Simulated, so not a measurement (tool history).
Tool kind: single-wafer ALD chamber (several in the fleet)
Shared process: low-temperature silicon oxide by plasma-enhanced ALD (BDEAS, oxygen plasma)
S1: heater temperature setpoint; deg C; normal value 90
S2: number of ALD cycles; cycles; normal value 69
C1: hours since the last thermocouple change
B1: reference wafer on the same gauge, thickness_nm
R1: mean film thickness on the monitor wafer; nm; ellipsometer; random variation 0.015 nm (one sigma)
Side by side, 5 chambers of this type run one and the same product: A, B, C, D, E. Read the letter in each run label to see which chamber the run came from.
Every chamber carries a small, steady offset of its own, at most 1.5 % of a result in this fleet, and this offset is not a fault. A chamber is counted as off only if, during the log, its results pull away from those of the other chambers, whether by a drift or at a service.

run,day,S1,S2,C1,B1,R1
1E,0.438,90,69,877.0,11.102,10.2520
2A,0.867,90,69,1755.6,11.104,10.2500
3C,1.342,90,69,140.9,11.103,10.1150
4B,1.662,90,69,1020.8,11.108,10.3100
5D,2.058,90,69,2050.6,11.108,10.2040
6A,2.429,90,69,1793.1,11.105,10.2980
7B,2.833,90,69,1048.9,11.111,10.3180
8E,3.188,90,69,943.0,11.115,10.2800
9D,3.633,90,69,2088.4,11.117,10.2220
10C,3.933,90,69,203.1,11.111,10.1030
11A,4.346,90,69,1839.1,11.119,10.2540
12C,4.567,97,62,218.3,11.122,8.8853
13D,4.858,97,62,2117.8,11.123,8.9298
14E,5.321,97,62,994.2,11.126,9.0163
15B,5.762,97,62,1119.2,11.122,9.0473
16A,6.208,97,62,1883.8,11.128,9.0059
# day 6.296: chamber E: thermocouple changed; heater temperature recalibrated
17B,6.612,90,69,1139.6,11.132,10.2980
18C,7.071,90,69,278.4,11.128,10.1190
19D,7.325,80,77,2177.0,11.134,11.7840
20E,7.683,80,77,33.3,11.131,11.8760
21A,8.079,80,77,1928.7,11.134,11.8570
22D,8.546,80,77,2206.3,11.136,11.7810
# day 8.912: chamber A: thermocouple changed; heater temperature recalibrated
23C,8.929,80,77,323.0,11.139,11.6800
24E,9.367,90,69,73.7,11.143,10.2910
25B,9.758,90,69,1215.1,11.140,10.3240
26A,10.154,90,69,29.9,11.144,10.2660
27B,10.396,90,69,1230.4,11.148,10.3580
28D,10.692,90,69,2257.8,11.147,10.2280
29C,10.992,90,69,372.5,11.146,10.1130
30E,11.250,90,69,118.9,11.148,10.2830
31B,11.675,90,69,1261.1,11.152,10.3200
32A,11.962,90,69,73.3,11.154,10.2850
33D,12.208,90,69,2294.2,11.156,10.2670
34E,12.588,90,69,151.0,11.154,10.2860
35C,12.996,90,69,420.6,11.155,10.1530
36D,13.229,90,69,2318.7,11.159,10.2600
37B,13.588,90,69,1307.0,11.159,10.3500
38C,14.004,90,69,444.8,11.161,10.1640
39E,14.496,90,69,196.8,11.169,10.3030
40A,14.775,90,69,140.8,11.166,10.3010
41D,15.129,90,69,2364.3,11.169,10.2390

Next, every chamber runs the same settings. What will each give?
42A,15.483,90,69,,,?
42B,15.483,90,69,,,?
42C,15.483,90,69,,,?
42D,15.483,90,69,,,?
42E,15.483,90,69,,,?

run,R1
42A,10.2990
42B,10.3700
42C,10.1280
42D,10.2490
42E,10.2830
